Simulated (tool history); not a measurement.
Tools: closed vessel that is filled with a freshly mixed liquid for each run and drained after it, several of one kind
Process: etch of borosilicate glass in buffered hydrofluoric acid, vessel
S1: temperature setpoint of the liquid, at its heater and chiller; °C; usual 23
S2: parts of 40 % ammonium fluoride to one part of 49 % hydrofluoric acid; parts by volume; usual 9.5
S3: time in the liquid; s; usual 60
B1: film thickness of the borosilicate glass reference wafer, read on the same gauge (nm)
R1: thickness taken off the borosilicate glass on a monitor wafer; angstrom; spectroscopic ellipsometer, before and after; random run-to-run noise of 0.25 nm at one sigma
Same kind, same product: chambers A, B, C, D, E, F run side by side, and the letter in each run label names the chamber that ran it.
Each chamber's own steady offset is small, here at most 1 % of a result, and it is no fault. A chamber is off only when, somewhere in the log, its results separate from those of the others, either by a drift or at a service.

Run 1C, hour 12: usual settings; B1 119.99. Result: R1 725.72 angstrom.
At hour 13.5: chamber E: thermometer replaced.
Run 2D, hour 23.5: usual settings; B1 119.99. Result: R1 734.13 angstrom.
Run 3F, hour 31.1: usual settings; B1 119.98. Result: R1 725.93 angstrom.
Run 4E, hour 41.2: usual settings; B1 120. Result: R1 739.82 angstrom.
At hour 43.2: chamber F: hydrofluoric acid flow meter replaced.
Run 5B, hour 46.9: usual settings but S1 25 °C, S3 45 s; B1 120.05. Result: R1 608.94 angstrom.
Run 6A, hour 53.9: usual settings but S1 25 °C, S3 45 s; B1 120.01. Result: R1 612.2 angstrom.
Run 7F, hour 60.6: usual settings but S1 25 °C, S3 45 s; B1 120. Result: R1 608.02 angstrom.
Run 8E, hour 72.5: usual settings but S1 25 °C, S3 45 s; B1 119.99. Result: R1 615.73 angstrom.
Run 9D, hour 83.5: usual settings but S1 25 °C, S3 45 s; B1 120.03. Result: R1 608.29 angstrom.
Run 10A, hour 91.6: usual settings but S1 25 °C, S3 45 s; B1 119.99. Result: R1 611.73 angstrom.
Run 11B, hour 103.9: usual settings; B1 119.99. Result: R1 736.4 angstrom.
Run 12C, hour 113.1: usual settings; B1 120. Result: R1 726.48 angstrom.
At hour 118.3: chamber E: hydrofluoric acid flow meter replaced.
Run 13F, hour 118.5: usual settings but S1 19.5 °C; B1 120.06. Result: R1 604.93 angstrom.
Run 14E, hour 128.6: usual settings but S1 19.5 °C; B1 120. Result: R1 611.13 angstrom.
Run 15B, hour 137.4: usual settings but S1 19.5 °C; B1 119.98. Result: R1 611.12 angstrom.
Run 16A, hour 144.7: usual settings but S1 19.5 °C; B1 119.97. Result: R1 609.39 angstrom.
Run 17C, hour 151.8: usual settings but S1 19.5 °C; B1 120.02. Result: R1 604.25 angstrom.
Run 18D, hour 157.6: usual settings but S1 19.5 °C; B1 119.96. Result: R1 606.36 angstrom.
Run 19A, hour 169.3: usual settings; B1 119.98. Result: R1 735.71 angstrom.
At hour 172.3: chamber A: thermometer replaced.
Run 20E, hour 179.7: usual settings; B1 120.01. Result: R1 742.08 angstrom.
Run 21B, hour 190.4: usual settings; B1 120.01. Result: R1 741.99 angstrom.
Run 22D, hour 202: usual settings; B1 120.03. Result: R1 733.75 angstrom.
Run 23F, hour 210.7: usual settings but S3 85 s; B1 120.02. Result: R1 1035.9 angstrom.
Run 24C, hour 223: usual settings but S3 85 s; B1 120.01. Result: R1 1033.8 angstrom.
Run 25C, hour 230.9: usual settings but S3 85 s; B1 120. Result: R1 1027.2 angstrom.
Run 26F, hour 242.7: usual settings but S3 85 s; B1 120.02. Result: R1 1034.8 angstrom.
Run 27B, hour 252: usual settings but S3 85 s; B1 119.96. Result: R1 1063.8 angstrom.
Run 28E, hour 257.5: usual settings but S3 85 s; B1 119.98. Result: R1 1047.3 angstrom.
Run 29A, hour 263.1: usual settings; B1 120.01. Result: R1 730.83 angstrom.
Run 30D, hour 270.8: usual settings but S2 6 parts by volume; B1 119.94. Result: R1 1146.9 angstrom.
Run 31B, hour 278.7: usual settings but S2 6 parts by volume; B1 119.99. Result: R1 1176.8 angstrom.
Run 32E, hour 288.1: usual settings but S2 6 parts by volume; B1 120.03. Result: R1 1157 angstrom.
Run 33F, hour 295.2: usual settings but S2 6 parts by volume; B1 119.99. Result: R1 1140.2 angstrom.
Run 34A, hour 300.6: usual settings but S2 6 parts by volume; B1 120.04. Result: R1 1140.6 angstrom.
Run 35D, hour 311.6: usual settings but S2 6 parts by volume; B1 120.02. Result: R1 1148.5 angstrom.
Run 36C, hour 320.8: usual settings; B1 120.01. Result: R1 725.48 angstrom.
Run 37F, hour 333.2: usual settings; B1 120. Result: R1 729.38 angstrom.
Run 38A, hour 341.4: usual settings; B1 120.01. Result: R1 735.17 angstrom.
Run 39B, hour 351.9: usual settings; B1 120.02. Result: R1 753.14 angstrom.
Run 40D, hour 363.8: usual settings; B1 120. Result: R1 735.34 angstrom.
Run 41E, hour 373.7: usual settings but S2 7.5 parts by volume, S3 45 s; B1 119.98. Result: R1 703.31 angstrom.
Run 42C, hour 385.6: usual settings but S2 7.5 parts by volume, S3 45 s; B1 119.99. Result: R1 691.71 angstrom.
Run 43C, hour 393.2: usual settings but S2 7.5 parts by volume, S3 45 s; B1 119.98. Result: R1 694.34 angstrom.

All chambers now run identical settings, listed one chamber a line with results as question marks. What results will each chamber show?
Run 44A, hour 402: usual settings but S2 7.5 parts by volume. Result: R1 ?.
Run 44B, hour 402: usual settings but S2 7.5 parts by volume. Result: R1 ?.
Run 44C, hour 402: usual settings but S2 7.5 parts by volume. Result: R1 ?.
Run 44D, hour 402: usual settings but S2 7.5 parts by volume. Result: R1 ?.
Run 44E, hour 402: usual settings but S2 7.5 parts by volume. Result: R1 ?.
Run 44F, hour 402: usual settings but S2 7.5 parts by volume. Result: R1 ?.

run      R1
44A  921.13
44B  963.81
44C  929.06
44D  931.94
44E  935.32
44F  914.58
